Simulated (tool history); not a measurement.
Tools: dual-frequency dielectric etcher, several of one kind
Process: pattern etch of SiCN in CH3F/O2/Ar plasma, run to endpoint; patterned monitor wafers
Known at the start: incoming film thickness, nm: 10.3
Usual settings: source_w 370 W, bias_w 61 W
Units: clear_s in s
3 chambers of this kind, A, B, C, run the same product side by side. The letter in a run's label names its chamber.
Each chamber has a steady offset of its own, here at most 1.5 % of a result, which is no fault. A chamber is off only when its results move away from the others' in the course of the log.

| run | hour | source_w | bias_w | clear_s |
|---|---|---|---|---|
| 1A | 6.2 | 370 | 61 | 29.943 |
| 2C | 11.0 | 370 | 61 | 29.856 |
| 3B | 15.3 | 370 | 61 | 29.332 |
| 4B | 19.3 | 370 | 61 | 29.730 |
| 5C | 24.7 | 370 | 61 | 29.913 |
| 6A | 28.6 | 340 | 61 | 30.710 |
| 7C | 34.7 | 340 | 61 | 31.036 |
| 8B | 37.7 | 340 | 61 | 30.428 |
| 9A | 43.8 | 370 | 61 | 30.078 |
| 10C | 50.1 | 370 | 61 | 29.798 |
| 11B | 54.8 | 370 | 61 | 29.442 |
| 12A | 60.9 | 370 | 61 | 29.840 |
|  | 65.6 | chamber A: wet clean of the chamber |
| 13A | 67.7 | 370 | 61 | 28.786 |
| 14B | 72.4 | 370 | 61 | 29.636 |
| 15C | 77.2 | 370 | 61 | 29.699 |
| 16C | 84.0 | 370 | 61 | 30.097 |
| 17A | 87.7 | 370 | 61 | 28.447 |
| 18B | 94.2 | 370 | 61 | 29.643 |
| 19C | 100.2 | 370 | 61 | 29.933 |
| 20B | 103.8 | 370 | 61 | 29.648 |
| 21A | 108.5 | 370 | 73 | 26.806 |
| 22C | 113.5 | 370 | 73 | 27.824 |
| 23A | 120.0 | 370 | 73 | 26.759 |
| 24B | 125.4 | 370 | 61 | 29.521 |
| 25C | 131.0 | 370 | 61 | 29.903 |
| 26A | 137.6 | 370 | 61 | 28.705 |
| 27B | 141.7 | 370 | 61 | 29.838 |
| 28C | 145.1 | 370 | 61 | 29.755 |
| 29B | 149.5 | 370 | 61 | 29.849 |
| 30A | 155.4 | 420 | 47 | 29.773 |
| 31B | 162.1 | 420 | 47 | 30.566 |
| 32A | 166.3 | 420 | 47 | 29.667 |
| 33C | 171.9 | 370 | 61 | 29.957 |
| 34B | 175.7 | 370 | 61 | 29.957 |

All 3 chambers run these settings next. Forecast each chamber's results:
| 35A | 180.7 | 370 | 61 | ? |
| 35B | 180.7 | 370 | 61 | ? |
| 35C | 180.7 | 370 | 61 | ? |

| run | clear_s |
|---|---|
| 35A | 28.476 |
| 35B | 29.307 |
| 35C | 29.837 |

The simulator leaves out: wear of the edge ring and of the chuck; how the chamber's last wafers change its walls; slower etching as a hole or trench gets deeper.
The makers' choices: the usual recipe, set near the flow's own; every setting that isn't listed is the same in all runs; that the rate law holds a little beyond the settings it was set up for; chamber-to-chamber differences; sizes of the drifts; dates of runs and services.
